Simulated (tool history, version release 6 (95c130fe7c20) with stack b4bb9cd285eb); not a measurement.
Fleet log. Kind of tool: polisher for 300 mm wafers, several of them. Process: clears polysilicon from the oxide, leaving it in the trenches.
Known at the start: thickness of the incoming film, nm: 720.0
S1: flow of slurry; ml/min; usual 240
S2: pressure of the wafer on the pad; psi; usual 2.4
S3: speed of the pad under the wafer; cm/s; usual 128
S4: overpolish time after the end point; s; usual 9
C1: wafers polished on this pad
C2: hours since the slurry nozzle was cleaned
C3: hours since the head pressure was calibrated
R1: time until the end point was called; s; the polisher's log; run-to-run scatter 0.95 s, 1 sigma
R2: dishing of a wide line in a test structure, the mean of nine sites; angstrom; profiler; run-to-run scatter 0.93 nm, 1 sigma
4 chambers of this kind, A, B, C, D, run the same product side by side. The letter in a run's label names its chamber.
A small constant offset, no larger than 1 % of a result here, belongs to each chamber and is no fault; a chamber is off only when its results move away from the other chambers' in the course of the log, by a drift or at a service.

run   hour   S1   S2   S3  S4    C1     C2      C3      R1      R2
       5.6  -- chamber B: worn pad replaced by a new one
 1B    5.6  240  2.4  128   9     0  578.0   324.3  50.312  483.37
 2C   10.1  240  2.4  128   9   280  506.6  1228.7  50.628  474.70
 3D   19.4  240  2.4  128   9   370  154.0   536.7  50.723  471.49
 4A   28.2  240  2.4  128   9  1259  504.5   302.8  52.579  453.60
 5D   33.7  240  2.4  128   9   556  168.3   551.0  51.834  461.24
      38.5  -- chamber A: worn pad replaced by a new one
 6A   40.7  240  2.4  128   9    28  517.0   315.3  50.178  473.23
 7C   45.9  305  2.4  128  13   743  542.4  1264.5  51.069  495.93
 8B   52.7  305  2.4  128  13   610  625.1   371.4  46.802  492.66
      59.3  -- chamber C: head pressure recalibrated
 9D   59.6  305  2.4  128  13   891  194.2   576.9  49.658  497.65
10A   66.9  305  2.4  128  13   368  543.2   341.5  48.572  516.54
      69.7  -- chamber C: worn pad replaced by a new one
11B   72.1  240  2.4  128   9   861  644.5   390.8  49.913  489.13
      78.0  -- chamber D: worn pad replaced by a new one
12C   79.4  240  2.4  128   5   126  575.9    20.1  57.225  362.96
13D   87.3  240  2.4  128   5   121  221.9   604.6  50.788  374.48
14B   93.9  240  2.4  128   5  1144  666.3   412.6  49.544  380.39
15C   98.7  240  2.4  128   5   376  595.2    39.4  57.847  368.37
     103.7  -- chamber B: worn pad replaced by a new one
16A  108.2  240  2.4  128   9   903  584.5   382.8  50.154  465.47
17D  114.4  240  2.4  128   9   472  249.0   631.7  51.010  469.88
     121.4  -- chamber A: worn pad replaced by a new one
18C  121.6  240  2.4  128   9   673  618.1    62.3  56.890  467.56
19A  126.5  240  2.4  128   9    66  602.8   401.1  51.530  463.05
20B  134.5  240  2.4  128   9   399  706.9   453.2  50.452  473.43
     135.7  -- chamber C: worn pad replaced by a new one
     138.0  -- chamber A: slurry nozzle cleaned
     138.4  -- chamber D: slurry nozzle cleaned
21C  141.0  240  2.4  128   5    69  637.5    81.7  55.021  366.43
22B  145.6  240  2.4  128   5   543  718.0   464.3  48.322  373.67
     148.1  -- chamber B: head pressure recalibrated
23D  150.6  240  2.4  128   5   941   12.2   667.9  50.870  380.03
24A  157.0  240  2.4  128   5   461   19.0   431.6  51.140  382.91
25D  162.2  240  2.4  128   9  1091   23.8   679.5  50.295  456.49
26C  169.1  240  2.4  128   9   433  665.6   109.8  56.763  465.58
27B  177.2  240  2.4  128   9   952  749.6    29.1  50.890  473.23
28A  184.3  240  2.4  128   9   815   46.3   458.9  51.494  459.42

Next, all 4 chambers run the settings below, one line each with question marks for the results. What does each chamber give?
29A  191.6  240  2.4  128   9               ?   ?
29B  191.6  240  2.4  128   9               ?   ?
29C  191.6  240  2.4  128   9               ?   ?
29D  191.6  240  2.4  128   9               ?   ?

run      R1      R2
29A  51.848  473.39
29B  51.681  477.42
29C  57.668  472.07
29D  50.050  475.88

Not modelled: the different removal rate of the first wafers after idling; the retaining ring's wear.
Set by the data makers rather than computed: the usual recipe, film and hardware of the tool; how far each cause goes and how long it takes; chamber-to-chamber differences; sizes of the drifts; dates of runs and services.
